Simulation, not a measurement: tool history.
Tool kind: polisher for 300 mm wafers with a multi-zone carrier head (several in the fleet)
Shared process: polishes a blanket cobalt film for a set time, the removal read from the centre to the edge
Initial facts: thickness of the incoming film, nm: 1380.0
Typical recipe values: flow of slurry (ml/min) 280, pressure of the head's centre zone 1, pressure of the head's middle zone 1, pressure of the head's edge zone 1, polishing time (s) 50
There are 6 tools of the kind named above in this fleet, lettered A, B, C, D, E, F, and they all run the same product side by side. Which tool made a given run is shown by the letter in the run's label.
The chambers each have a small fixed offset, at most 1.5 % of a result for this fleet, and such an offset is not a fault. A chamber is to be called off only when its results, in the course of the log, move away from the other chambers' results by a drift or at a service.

run	day	flow of slurry (ml/min)	pressure of the head's centre zone	pressure of the head's middle zone	pressure of the head's edge zone	polishing time (s)	film removed at the wafer's centre (nm)	film removed at mid-radius (nm)	film removed at the wafer's edge (nm)
# day 0.167: chamber B: worn pad replaced by a new one
1F	0.225	280	1	1	1	50	147.94	150.67	149.36
# day 0.292: chamber E: worn pad replaced by a new one
2E	0.383	280	1	1	1	50	147.66	146.97	152.32
3B	0.529	280	1	1	1	50	148.06	149.05	149.82
4A	0.712	280	1	1	1	50	152.27	151.98	151.57
5C	0.946	280	1	1	1	50	149.3	148.71	148.95
6D	1.112	280	1	1	1	50	148.43	149.29	149.9
7E	1.279	280	1	1	1	50	150.78	150.76	150.3
8D	1.483	280	1	1	1	50	147.25	148.46	148.86
# day 1.608: chamber C: worn pad replaced by a new one
9F	1.7	280	1	1	1	50	149.4	148.82	147.8
10B	1.825	280	1	1.07	1.06	50	151.31	158.68	153.32
11C	1.979	280	1	1.07	1.06	50	149.63	158.61	154.19
12A	2.167	280	1	1.07	1.06	50	149.39	160.75	152.65
13E	2.308	280	1	1.07	1.06	50	148.81	159.15	154.07
# day 2.35: chamber E: worn pad replaced by a new one
# day 2.358: chamber A: centre zone pressure recalibrated
# day 2.392: chamber B: centre zone pressure recalibrated
14A	2.433	280	1	1.07	1.06	50	163.83	161.14	154.1
15D	2.554	280	1	1.07	1.06	50	148.3	156.95	154.83
# day 2.667: chamber A: slurry nozzle cleaned
16F	2.767	280	1	1	1	50	149.02	148.18	148.02
# day 2.883: chamber C: slurry nozzle cleaned
17B	2.933	280	1	1	1	50	149.93	151.43	148.79
# day 3.067: chamber A: worn pad replaced by a new one
18C	3.108	280	1	1	1	50	147.41	149.95	147.77
19E	3.267	280	1	1	1	50	151.35	147.96	149.53
# day 3.479: chamber C: worn pad replaced by a new one
# day 3.488: chamber F: worn pad replaced by a new one
20A	3.496	280	1	1	1	50	163.8	150.82	149.76
21F	3.662	280	1	1	1	50	149.07	147.69	149.91
# day 3.788: chamber D: worn pad replaced by a new one
22C	3.862	280	1	1	1	50	149.58	150	149.92
23D	3.971	280	1	1	1	50	148.71	147.66	149.85
24B	4.138	280	1	1	1	50	150.59	148.3	144.81
# day 4.196: chamber E: worn pad replaced by a new one
25D	4.375	280	1	1	1	50	147.63	146.9	152.1
26A	4.562	280	1	1	1	50	160.78	149.88	148.18
27E	4.733	280	1	1	1	50	149.03	148.68	149.41
28C	4.933	280	1	1	1	50	147.8	150.61	148.11
29B	5.083	280	1	1	1	50	148.58	149.09	147.01
# day 5.238: chamber B: worn pad replaced by a new one
# day 5.242: chamber D: centre zone pressure recalibrated
30F	5.25	280	1	1	1	50	147.11	147.46	152.38
31E	5.467	280	1	1	1	50	146.91	149.94	147.17
32B	5.671	280	1	1	1	50	148.83	149.99	148.76
33F	5.862	280	1	1	1	50	146.94	148.35	148.1
# day 5.908: chamber C: worn pad replaced by a new one
# day 5.979: chamber B: edge zone pressure recalibrated
34D	6.042	280	1	1	1	50	146.3	148.19	151.74
# day 6.271: chamber E: worn pad replaced by a new one
35C	6.3	280	1	1	1	50	149.19	150.19	150.89
36A	6.442	280	1	1	1	50	164.24	149.61	148.96
# day 6.475: chamber D: slurry nozzle cleaned
37B	6.625	280	1	1	1	50	150.92	148.98	148.4
38E	6.746	280	1	1	1	50	150.63	149.65	148.48
39C	6.875	280	1	1	1	50	147.39	149.61	151.85
# day 6.929: chamber A: edge zone pressure recalibrated
40F	7.025	280	1	1	1	50	149.7	150.05	147.27
41A	7.271	280	1	1	1	50	162.47	152.77	148.16
42D	7.483	280	1.08	1	1	60	196.31	174.98	180.8
43C	7.596	280	1.08	1	1	60	190.21	179.08	179.09

Has any chamber moved away from the others, gradually or after a service, or does the common gauge drift, or do the chambers differ only by their own small steady offsets? State the chamber and the most likely cause if one applies.

A service on chamber A put it out of line with the rest.
Cause: centre zone's pressure above its setpoint, % = 8.34.

Here are 4 candidates for chamber A's next run, each the usual settings with a change, their results left as question marks. Which one brings its results back in line with what the others give on the usual settings?
Counts as in line when no further than this from what the other chambers average on the usual settings: film removed at the wafer's centre (nm) 4.2; film removed at mid-radius (nm) 3.4; film removed at the wafer's edge (nm) 5.9
44A-1	7.779	285	1.07	0.99	0.97	51	?	?	?
44A-2	7.779	275	0.97	1	1.01	50	?	?	?
44A-3	7.779	275	0.93	1.01	1.03	49	?	?	?
44A-4	7.779	285	1.03	1	0.99	50	?	?	?

What the other chambers average on the usual settings: film removed at the wafer's centre (nm) 149.08; film removed at mid-radius (nm) 148.9; film removed at the wafer's edge (nm) 149.04
run	film removed at the wafer's centre (nm)	film removed at mid-radius (nm)	film removed at the wafer's edge (nm)
44A-1	180.1	152.76	150.33
44A-2	157.85	150.71	150.1
44A-3	147.65	149.1	148.62
44A-4	169.34	151.2	148.94
44A-3 brings the chamber back in line.
